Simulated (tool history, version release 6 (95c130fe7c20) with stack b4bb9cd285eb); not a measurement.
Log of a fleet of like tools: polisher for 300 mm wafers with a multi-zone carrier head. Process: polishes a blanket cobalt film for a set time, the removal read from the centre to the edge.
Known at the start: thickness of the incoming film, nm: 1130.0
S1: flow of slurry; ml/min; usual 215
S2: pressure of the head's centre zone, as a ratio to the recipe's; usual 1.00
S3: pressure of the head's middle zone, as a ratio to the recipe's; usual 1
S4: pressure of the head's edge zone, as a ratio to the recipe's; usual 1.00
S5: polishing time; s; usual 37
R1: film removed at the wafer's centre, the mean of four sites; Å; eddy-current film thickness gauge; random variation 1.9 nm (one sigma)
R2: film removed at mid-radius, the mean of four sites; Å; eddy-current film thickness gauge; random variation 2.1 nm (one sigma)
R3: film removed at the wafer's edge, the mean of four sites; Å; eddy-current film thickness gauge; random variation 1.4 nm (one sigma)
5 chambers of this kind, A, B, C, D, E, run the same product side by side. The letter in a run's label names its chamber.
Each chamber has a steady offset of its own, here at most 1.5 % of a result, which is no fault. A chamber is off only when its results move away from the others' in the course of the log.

At hour 4.2: chamber C: worn pad replaced by a new one.
Run 1C, hour 5.5: usual settings. Result: R1 1893.0 Å, R2 1945.3 Å, R3 1914.9 Å.
Run 2D, hour 9.7: usual settings. Result: R1 1909.2 Å, R2 1921.5 Å, R3 1925.3 Å.
Run 3E, hour 13.4: usual settings. Result: R1 1918.8 Å, R2 1926.3 Å, R3 1897.4 Å.
Run 4B, hour 18.4: usual settings. Result: R1 1894.0 Å, R2 1890.6 Å, R3 1915.2 Å.
Run 5A, hour 21.4: usual settings. Result: R1 1854.5 Å, R2 1920.5 Å, R3 1918.6 Å.
Run 6D, hour 24.4: usual settings. Result: R1 1922.1 Å, R2 1916.3 Å, R3 1899.3 Å.
Run 7C, hour 28.0: usual settings. Result: R1 1884.9 Å, R2 1926.0 Å, R3 1908.1 Å.
Run 8A, hour 32.2: usual settings. Result: R1 1892.2 Å, R2 1911.6 Å, R3 1907.8 Å.
Run 9E, hour 37.9: usual settings but S4 1.07, S5 26 s. Result: R1 1326.2 Å, R2 1376.1 Å, R3 1392.1 Å.
At hour 38.0: chamber A: worn pad replaced by a new one.
At hour 38.7: chamber D: edge zone pressure recalibrated.
Run 10B, hour 43.7: usual settings but S4 1.07, S5 26 s. Result: R1 1338.8 Å, R2 1349.5 Å, R3 1391.9 Å.
At hour 46.3: chamber C: edge zone pressure recalibrated.
At hour 46.4: chamber B: worn pad replaced by a new one.
Run 11E, hour 47.7: usual settings but S4 1.07, S5 26 s. Result: R1 1328.9 Å, R2 1341.9 Å, R3 1395.9 Å.
At hour 51.0: chamber C: slurry nozzle cleaned.
Run 12D, hour 53.6: usual settings but S4 1.07, S5 26 s. Result: R1 1318.0 Å, R2 1276.8 Å, R3 1350.1 Å.
Run 13B, hour 58.1: usual settings but S4 1.07, S5 26 s. Result: R1 1353.8 Å, R2 1335.1 Å, R3 1410.1 Å.
Run 14C, hour 61.6: usual settings. Result: R1 1879.0 Å, R2 1923.0 Å, R3 1903.9 Å.
Run 15A, hour 65.1: usual settings. Result: R1 1894.3 Å, R2 1955.5 Å, R3 1914.1 Å.
Run 16A, hour 69.7: usual settings. Result: R1 1877.1 Å, R2 1920.2 Å, R3 1905.6 Å.
Run 17C, hour 73.8: usual settings but S1 240 ml/min, S4 1.06. Result: R1 1946.2 Å, R2 1970.4 Å, R3 2001.0 Å.
Run 18B, hour 77.7: usual settings but S1 240 ml/min, S4 1.06. Result: R1 1926.1 Å, R2 1907.3 Å, R3 1969.2 Å.
Run 19D, hour 82.7: usual settings but S1 240 ml/min, S4 1.06. Result: R1 1809.0 Å, R2 1826.4 Å, R3 1878.7 Å.
At hour 84.4: chamber E: worn pad replaced by a new one.
Run 20E, hour 88.6: usual settings but S1 240 ml/min, S4 1.06. Result: R1 1935.5 Å, R2 1949.1 Å, R3 2002.9 Å.
Run 21D, hour 94.6: usual settings but S1 240 ml/min, S4 1.06. Result: R1 1823.1 Å, R2 1816.3 Å, R3 1848.3 Å.
Run 22A, hour 98.6: usual settings. Result: R1 1869.9 Å, R2 1887.1 Å, R3 1885.0 Å.
Run 23C, hour 102.7: usual settings. Result: R1 1917.2 Å, R2 1910.6 Å, R3 1896.2 Å.
Run 24B, hour 107.4: usual settings. Result: R1 1924.7 Å, R2 1889.4 Å, R3 1906.0 Å.
Run 25E, hour 110.5: usual settings but S2 1.09. Result: R1 2070.2 Å, R2 1954.7 Å, R3 1908.2 Å.
Run 26D, hour 113.6: usual settings but S2 1.09. Result: R1 1928.6 Å, R2 1737.2 Å, R3 1726.6 Å.
Run 27B, hour 116.5: usual settings but S2 1.09. Result: R1 2080.6 Å, R2 1890.7 Å, R3 1911.1 Å.
Run 28C, hour 120.7: usual settings but S2 1.09. Result: R1 2094.1 Å, R2 1902.0 Å, R3 1914.8 Å.
Run 29A, hour 126.5: usual settings but S2 1.09. Result: R1 2110.9 Å, R2 1916.7 Å, R3 1918.6 Å.
Run 30E, hour 129.8: usual settings. Result: R1 1888.1 Å, R2 1927.2 Å, R3 1922.2 Å.
Run 31A, hour 133.4: usual settings. Result: R1 1884.5 Å, R2 1898.1 Å, R3 1928.9 Å.

What goes on in this fleet: one chamber off, a drifting gauge, or nothing beyond the chambers' own small offsets? Name the chamber and the cause, if any.

Chamber D drifts away from the others.
Cause: removal rate lost through wear of the pad, % = 10.6.

Here are 4 candidates for chamber D's next run, each the usual settings with a change, their results left as question marks. Which one brings its results back in line with what the others give on the usual settings?
In line means no further than this from the other chambers' mean on the usual settings: R1 65.0 Å; R2 75.0 Å; R3 48.0 Å
Run 32D-1, hour 138.0: usual settings but S5 35 s. Result: R1 ?, R2 ?, R3 ?.
Run 32D-2, hour 138.0: usual settings but S4 1.01, S5 41 s. Result: R1 ?, R2 ?, R3 ?.
Run 32D-3, hour 138.0: usual settings but S4 0.99, S5 33 s. Result: R1 ?, R2 ?, R3 ?.
Run 32D-4, hour 138.0: usual settings but S5 39 s. Result: R1 ?, R2 ?, R3 ?.

The other chambers' mean on the usual settings: R1 1903.1 Å; R2 1912.8 Å; R3 1909.9 Å
  run      R1      R2      R3
32D-1  1618.1  1610.8  1609.4
32D-2  1895.5  1886.9  1895.2
32D-3  1525.7  1518.8  1509.4
32D-4  1803.1  1794.9  1793.3
32D-2 brings the chamber back in line.

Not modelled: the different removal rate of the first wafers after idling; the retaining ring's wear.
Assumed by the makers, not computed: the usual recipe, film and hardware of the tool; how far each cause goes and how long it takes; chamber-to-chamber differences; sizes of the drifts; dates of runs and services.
